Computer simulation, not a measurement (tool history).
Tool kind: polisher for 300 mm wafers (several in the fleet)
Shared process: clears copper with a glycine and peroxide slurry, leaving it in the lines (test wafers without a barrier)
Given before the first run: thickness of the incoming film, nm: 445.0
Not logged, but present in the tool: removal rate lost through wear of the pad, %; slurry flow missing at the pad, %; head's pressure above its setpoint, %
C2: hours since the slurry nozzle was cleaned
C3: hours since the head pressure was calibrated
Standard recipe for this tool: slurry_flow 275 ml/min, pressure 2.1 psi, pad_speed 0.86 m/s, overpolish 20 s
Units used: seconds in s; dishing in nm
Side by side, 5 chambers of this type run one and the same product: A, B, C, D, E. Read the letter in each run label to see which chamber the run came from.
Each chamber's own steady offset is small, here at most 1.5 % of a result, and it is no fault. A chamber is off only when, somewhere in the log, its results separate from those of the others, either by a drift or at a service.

{"run": "1A", "hour": 4.7, "slurry_flow": 275, "pressure": 2.1, "pad_speed": 0.86, "overpolish": 20, "wafers polished on this pad": 888, "C2": 329.5, "C3": 67.7, "seconds": 104.17, "dishing": 53.067}
{"run": "2D", "hour": 9.6, "slurry_flow": 275, "pressure": 2.1, "pad_speed": 0.86, "overpolish": 20, "wafers polished on this pad": 992, "C2": 154.6, "C3": 91, "seconds": 104.13, "dishing": 53.917}
{"hour": 14.3, "done": "chamber E: slurry nozzle cleaned"}
{"run": "3C", "hour": 14.3, "slurry_flow": 275, "pressure": 2.1, "pad_speed": 0.86, "overpolish": 20, "wafers polished on this pad": 196, "C2": 181.3, "C3": 376.8, "seconds": 103.01, "dishing": 51.841}
{"hour": 17.6, "done": "chamber A: worn pad replaced by a new one"}
{"run": "4E", "hour": 18.6, "slurry_flow": 275, "pressure": 2.1, "pad_speed": 0.86, "overpolish": 20, "wafers polished on this pad": 1269, "C2": 4.4, "C3": 350.9, "seconds": 103.87, "dishing": 54.074}
{"run": "5B", "hour": 21.9, "slurry_flow": 275, "pressure": 2.1, "pad_speed": 0.86, "overpolish": 20, "wafers polished on this pad": 161, "C2": 388.6, "C3": 392.9, "seconds": 104.26, "dishing": 52.691}
{"hour": 22.7, "done": "chamber D: worn pad replaced by a new one"}
{"run": "6B", "hour": 24.1, "slurry_flow": 275, "pressure": 2.1, "pad_speed": 0.86, "overpolish": 20, "wafers polished on this pad": 172, "C2": 390.8, "C3": 395.1, "seconds": 103.13, "dishing": 52.717}
{"run": "7D", "hour": 26.7, "slurry_flow": 275, "pressure": 2.1, "pad_speed": 0.86, "overpolish": 20, "wafers polished on this pad": 20, "C2": 171.7, "C3": 108.1, "seconds": 104.56, "dishing": 53.883}
{"hour": 27.5, "done": "chamber E: worn pad replaced by a new one"}
{"run": "8A", "hour": 29.4, "slurry_flow": 275, "pressure": 2.1, "pad_speed": 0.86, "overpolish": 20, "wafers polished on this pad": 60, "C2": 354.2, "C3": 92.4, "seconds": 103.2, "dishing": 53.024}
{"run": "9E", "hour": 33.4, "slurry_flow": 275, "pressure": 2.1, "pad_speed": 0.86, "overpolish": 20, "wafers polished on this pad": 30, "C2": 19.2, "C3": 365.7, "seconds": 105.47, "dishing": 52.633}
{"run": "10C", "hour": 36.3, "slurry_flow": 355, "pressure": 2.5, "pad_speed": 0.86, "overpolish": 20, "wafers polished on this pad": 308, "C2": 203.3, "C3": 398.8, "seconds": 88.047, "dishing": 61.858}
{"run": "11E", "hour": 38.7, "slurry_flow": 355, "pressure": 2.5, "pad_speed": 0.86, "overpolish": 20, "wafers polished on this pad": 57, "C2": 24.5, "C3": 371, "seconds": 88.125, "dishing": 58.896}
{"run": "12D", "hour": 42.0, "slurry_flow": 355, "pressure": 2.5, "pad_speed": 0.86, "overpolish": 20, "wafers polished on this pad": 98, "C2": 187, "C3": 123.4, "seconds": 88.629, "dishing": 60.213}
{"run": "13A", "hour": 44.6, "slurry_flow": 355, "pressure": 2.5, "pad_speed": 0.86, "overpolish": 20, "wafers polished on this pad": 137, "C2": 369.4, "C3": 107.6, "seconds": 87.593, "dishing": 61.622}
{"run": "14C", "hour": 48.2, "slurry_flow": 355, "pressure": 2.5, "pad_speed": 0.86, "overpolish": 20, "wafers polished on this pad": 368, "C2": 215.2, "C3": 410.7, "seconds": 88.445, "dishing": 60.236}
{"hour": 50.2, "done": "chamber E: head pressure recalibrated"}
{"run": "15B", "hour": 52.8, "slurry_flow": 275, "pressure": 2.7, "pad_speed": 0.86, "overpolish": 20, "wafers polished on this pad": 318, "C2": 419.5, "C3": 423.8, "seconds": 84.428, "dishing": 61.135}
{"run": "16C", "hour": 56.0, "slurry_flow": 275, "pressure": 2.7, "pad_speed": 0.86, "overpolish": 20, "wafers polished on this pad": 408, "C2": 223, "C3": 418.5, "seconds": 83.694, "dishing": 62.19}
{"run": "17A", "hour": 59.9, "slurry_flow": 275, "pressure": 2.7, "pad_speed": 0.86, "overpolish": 20, "wafers polished on this pad": 215, "C2": 384.7, "C3": 122.9, "seconds": 84.176, "dishing": 62.188}
{"hour": 63.1, "done": "chamber A: slurry nozzle cleaned"}
{"run": "18E", "hour": 63.7, "slurry_flow": 275, "pressure": 2.7, "pad_speed": 0.86, "overpolish": 20, "wafers polished on this pad": 184, "C2": 49.5, "C3": 13.6, "seconds": 86.11, "dishing": 61.964}
{"run": "19D", "hour": 66.0, "slurry_flow": 275, "pressure": 2.7, "pad_speed": 0.86, "overpolish": 20, "wafers polished on this pad": 220, "C2": 211, "C3": 147.4, "seconds": 86.268, "dishing": 62.913}
{"run": "20B", "hour": 68.4, "slurry_flow": 275, "pressure": 2.1, "pad_speed": 0.86, "overpolish": 20, "wafers polished on this pad": 397, "C2": 435.1, "C3": 439.4, "seconds": 103.92, "dishing": 53.555}
{"run": "21B", "hour": 71.6, "slurry_flow": 275, "pressure": 2.1, "pad_speed": 0.86, "overpolish": 20, "wafers polished on this pad": 414, "C2": 438.3, "C3": 442.6, "seconds": 103.07, "dishing": 52.479}
{"run": "22D", "hour": 74.8, "slurry_flow": 275, "pressure": 2.1, "pad_speed": 0.86, "overpolish": 20, "wafers polished on this pad": 264, "C2": 219.8, "C3": 156.2, "seconds": 104.59, "dishing": 53.94}
{"run": "23C", "hour": 79.5, "slurry_flow": 275, "pressure": 2.1, "pad_speed": 0.86, "overpolish": 20, "wafers polished on this pad": 528, "C2": 246.5, "C3": 442, "seconds": 102.1, "dishing": 54.432}
{"run": "24E", "hour": 83.2, "slurry_flow": 275, "pressure": 2.1, "pad_speed": 0.86, "overpolish": 20, "wafers polished on this pad": 283, "C2": 69, "C3": 33.1, "seconds": 104.03, "dishing": 53.119}
{"run": "25A", "hour": 88.0, "slurry_flow": 275, "pressure": 2.1, "pad_speed": 0.86, "overpolish": 20, "wafers polished on this pad": 358, "C2": 25, "C3": 151, "seconds": 103.78, "dishing": 52.371}
{"run": "26D", "hour": 91.3, "slurry_flow": 275, "pressure": 2.1, "pad_speed": 0.86, "overpolish": 20, "wafers polished on this pad": 348, "C2": 236.3, "C3": 172.7, "seconds": 105.83, "dishing": 52.895}
{"run": "27A", "hour": 95.6, "slurry_flow": 275, "pressure": 2.1, "pad_speed": 0.86, "overpolish": 20, "wafers polished on this pad": 396, "C2": 32.6, "C3": 158.6, "seconds": 103.78, "dishing": 54.347}
{"run": "28E", "hour": 99.1, "slurry_flow": 275, "pressure": 2.1, "pad_speed": 0.86, "overpolish": 20, "wafers polished on this pad": 364, "C2": 84.9, "C3": 49, "seconds": 105.45, "dishing": 51.759}
{"run": "29B", "hour": 103.4, "slurry_flow": 305, "pressure": 2.1, "pad_speed": 0.86, "overpolish": 26, "wafers polished on this pad": 575, "C2": 470.1, "C3": 474.4, "seconds": 102.38, "dishing": 65.593}
{"run": "30C", "hour": 106.8, "slurry_flow": 305, "pressure": 2.1, "pad_speed": 0.86, "overpolish": 26, "wafers polished on this pad": 666, "C2": 273.8, "C3": 469.3, "seconds": 99.436, "dishing": 67.569}
{"run": "31E", "hour": 110.8, "slurry_flow": 305, "pressure": 2.1, "pad_speed": 0.86, "overpolish": 26, "wafers polished on this pad": 423, "C2": 96.6, "C3": 60.7, "seconds": 102.97, "dishing": 64.034}
{"run": "32A", "hour": 113.5, "slurry_flow": 305, "pressure": 2.1, "pad_speed": 0.86, "overpolish": 26, "wafers polished on this pad": 487, "C2": 50.5, "C3": 176.5, "seconds": 102.34, "dishing": 64.565}
{"run": "33C", "hour": 118.0, "slurry_flow": 305, "pressure": 2.1, "pad_speed": 0.86, "overpolish": 26, "wafers polished on this pad": 723, "C2": 285, "C3": 480.5, "seconds": 97.693, "dishing": 67.066}
{"run": "34D", "hour": 121.2, "slurry_flow": 275, "pressure": 2.1, "pad_speed": 0.86, "overpolish": 20, "wafers polished on this pad": 500, "C2": 266.2, "C3": 202.6, "seconds": 103.79, "dishing": 53.785}
{"run": "35B", "hour": 126.1, "slurry_flow": 275, "pressure": 2.1, "pad_speed": 0.86, "overpolish": 20, "wafers polished on this pad": 691, "C2": 492.8, "C3": 497.1, "seconds": 103.45, "dishing": 53.036}
{"run": "36B", "hour": 129.0, "slurry_flow": 275, "pressure": 2.1, "pad_speed": 0.86, "overpolish": 20, "wafers polished on this pad": 705, "C2": 495.7, "C3": 500, "seconds": 106.13, "dishing": 53.145}
{"run": "37A", "hour": 132.3, "slurry_flow": 275, "pressure": 2.1, "pad_speed": 0.86, "overpolish": 11, "wafers polished on this pad": 583, "C2": 69.3, "C3": 195.3, "seconds": 101.78, "dishing": 33.356}
{"run": "38D", "hour": 135.0, "slurry_flow": 275, "pressure": 2.1, "pad_speed": 0.86, "overpolish": 11, "wafers polished on this pad": 570, "C2": 280, "C3": 216.4, "seconds": 104.27, "dishing": 32.952}
{"run": "39C", "hour": 138.5, "slurry_flow": 275, "pressure": 2.1, "pad_speed": 0.86, "overpolish": 11, "wafers polished on this pad": 828, "C2": 305.5, "C3": 501, "seconds": 98.144, "dishing": 33.511}
{"run": "40E", "hour": 143.2, "slurry_flow": 275, "pressure": 2.1, "pad_speed": 0.86, "overpolish": 11, "wafers polished on this pad": 588, "C2": 129, "C3": 93.1, "seconds": 104.13, "dishing": 32.909}
{"run": "41D", "hour": 148.2, "slurry_flow": 275, "pressure": 2.1, "pad_speed": 0.86, "overpolish": 11, "wafers polished on this pad": 638, "C2": 293.2, "C3": 229.6, "seconds": 104.83, "dishing": 32.588}
{"run": "42B", "hour": 151.7, "slurry_flow": 275, "pressure": 2.1, "pad_speed": 0.86, "overpolish": 20, "wafers polished on this pad": 821, "C2": 518.4, "C3": 522.7, "seconds": 104.74, "dishing": 53.483}
{"run": "43C", "hour": 155.9, "slurry_flow": 275, "pressure": 2.1, "pad_speed": 0.86, "overpolish": 20, "wafers polished on this pad": 916, "C2": 322.9, "C3": 518.4, "seconds": 96.403, "dishing": 55.199}

The same settings go to every chamber for the next run, one line per chamber below. Forecast the results for each:
{"run": "44A", "hour": 159.6, "slurry_flow": 275, "pressure": 2.1, "pad_speed": 0.86, "overpolish": 31, "seconds": "?", "dishing": "?"}
{"run": "44B", "hour": 159.6, "slurry_flow": 275, "pressure": 2.1, "pad_speed": 0.86, "overpolish": 31, "seconds": "?", "dishing": "?"}
{"run": "44C", "hour": 159.6, "slurry_flow": 275, "pressure": 2.1, "pad_speed": 0.86, "overpolish": 31, "seconds": "?", "dishing": "?"}
{"run": "44D", "hour": 159.6, "slurry_flow": 275, "pressure": 2.1, "pad_speed": 0.86, "overpolish": 31, "seconds": "?", "dishing": "?"}
{"run": "44E", "hour": 159.6, "slurry_flow": 275, "pressure": 2.1, "pad_speed": 0.86, "overpolish": 31, "seconds": "?", "dishing": "?"}

run=44A seconds=103.16 dishing=72.527
run=44B seconds=103.87 dishing=71.491
run=44C seconds=98.155 dishing=74.694
run=44D seconds=104.04 dishing=72.291
run=44E seconds=103.79 dishing=72.75
